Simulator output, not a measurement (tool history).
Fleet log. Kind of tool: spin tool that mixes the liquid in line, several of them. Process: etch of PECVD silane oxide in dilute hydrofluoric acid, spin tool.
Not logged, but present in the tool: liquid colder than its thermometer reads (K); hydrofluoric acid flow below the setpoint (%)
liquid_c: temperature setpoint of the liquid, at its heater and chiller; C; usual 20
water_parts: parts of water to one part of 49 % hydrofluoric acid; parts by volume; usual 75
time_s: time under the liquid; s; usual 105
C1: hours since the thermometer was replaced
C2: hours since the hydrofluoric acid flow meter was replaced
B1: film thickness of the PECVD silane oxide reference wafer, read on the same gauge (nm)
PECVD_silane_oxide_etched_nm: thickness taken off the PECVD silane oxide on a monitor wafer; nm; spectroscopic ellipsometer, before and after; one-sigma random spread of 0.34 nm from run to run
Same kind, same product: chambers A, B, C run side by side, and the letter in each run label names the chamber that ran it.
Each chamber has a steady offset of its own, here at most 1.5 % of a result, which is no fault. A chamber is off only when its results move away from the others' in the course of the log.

Run 1C, hour 11.1: usual settings; C1 92; C2 841.2; B1 149.99. Result: PECVD_silane_oxide_etched_nm 57.129 nm.
Run 2A, hour 21.3: usual settings; C1 1940.5; C2 473.2; B1 150.01. Result: PECVD_silane_oxide_etched_nm 56.545 nm.
Run 3B, hour 32.2: usual settings; C1 1572.9; C2 340.1; B1 150.03. Result: PECVD_silane_oxide_etched_nm 57.321 nm.
At hour 43.2: chamber C: hydrofluoric acid flow meter replaced.
Run 4B, hour 45.7: usual settings; C1 1586.4; C2 353.6; B1 149.99. Result: PECVD_silane_oxide_etched_nm 57.74 nm.
Run 5A, hour 59.5: usual settings; C1 1978.7; C2 511.4; B1 150.01. Result: PECVD_silane_oxide_etched_nm 56.142 nm.
Run 6C, hour 72.7: usual settings; C1 153.6; C2 29.6; B1 150.01. Result: PECVD_silane_oxide_etched_nm 57.222 nm.
Run 7C, hour 86.8: usual settings; C1 167.7; C2 43.7; B1 150.02. Result: PECVD_silane_oxide_etched_nm 56.634 nm.
Run 8A, hour 95: usual settings; C1 2014.2; C2 546.9; B1 150.01. Result: PECVD_silane_oxide_etched_nm 56.293 nm.
Run 9B, hour 107: usual settings; C1 1647.7; C2 414.9; B1 149.99. Result: PECVD_silane_oxide_etched_nm 57.748 nm.
Run 10A, hour 117.6: usual settings; C1 2036.8; C2 569.5; B1 149.99. Result: PECVD_silane_oxide_etched_nm 56.342 nm.
Run 11B, hour 132.7: usual settings; C1 1673.4; C2 440.6; B1 150.03. Result: PECVD_silane_oxide_etched_nm 57.517 nm.
Run 12C, hour 145.3: usual settings; C1 226.2; C2 102.2; B1 149.98. Result: PECVD_silane_oxide_etched_nm 57.697 nm.
Run 13C, hour 154.6: usual settings; C1 235.5; C2 111.5; B1 149.94. Result: PECVD_silane_oxide_etched_nm 57.444 nm.
Run 14A, hour 167.1: usual settings; C1 2086.3; C2 619; B1 150.01. Result: PECVD_silane_oxide_etched_nm 56.732 nm.
Run 15B, hour 174.1: usual settings; C1 1714.8; C2 482; B1 150. Result: PECVD_silane_oxide_etched_nm 57.39 nm.
Run 16B, hour 183: usual settings but water_parts 110 parts by volume; C1 1723.7; C2 490.9; B1 149.99. Result: PECVD_silane_oxide_etched_nm 37.594 nm.
Run 17C, hour 197.1: usual settings but water_parts 110 parts by volume; C1 278; C2 154; B1 150.03. Result: PECVD_silane_oxide_etched_nm 37.022 nm.
Run 18A, hour 205.4: usual settings but water_parts 110 parts by volume; C1 2124.6; C2 657.3; B1 149.98. Result: PECVD_silane_oxide_etched_nm 36.829 nm.
Run 19B, hour 212.6: usual settings but liquid_c 24 C, time_s 135 s; C1 1753.3; C2 520.5; B1 150.01. Result: PECVD_silane_oxide_etched_nm 88.216 nm.
Run 20C, hour 226.2: usual settings but liquid_c 24 C, time_s 135 s; C1 307.1; C2 183.1; B1 150. Result: PECVD_silane_oxide_etched_nm 85.898 nm.
Run 21A, hour 238.6: usual settings but liquid_c 24 C, time_s 135 s; C1 2157.8; C2 690.5; B1 149.97. Result: PECVD_silane_oxide_etched_nm 84.502 nm.
Run 22A, hour 253.1: usual settings; C1 2172.3; C2 705; B1 149.96. Result: PECVD_silane_oxide_etched_nm 56.788 nm.
Run 23B, hour 264.1: usual settings; C1 1804.8; C2 572; B1 150. Result: PECVD_silane_oxide_etched_nm 57.59 nm.
Run 24C, hour 276.2: usual settings; C1 357.1; C2 233.1; B1 150. Result: PECVD_silane_oxide_etched_nm 56.649 nm.
Run 25B, hour 290.8: usual settings; C1 1831.5; C2 598.7; B1 149.99. Result: PECVD_silane_oxide_etched_nm 57.265 nm.
Run 26C, hour 297.9: usual settings; C1 378.8; C2 254.8; B1 149.99. Result: PECVD_silane_oxide_etched_nm 57.494 nm.

One chamber off, gauge drift, or nothing amiss beyond the chambers' own small offsets? If it is a chamber, which one, and what is the likeliest cause?

Neither any chamber nor the gauge drifts; the chambers differ only by their own small, steady offsets.
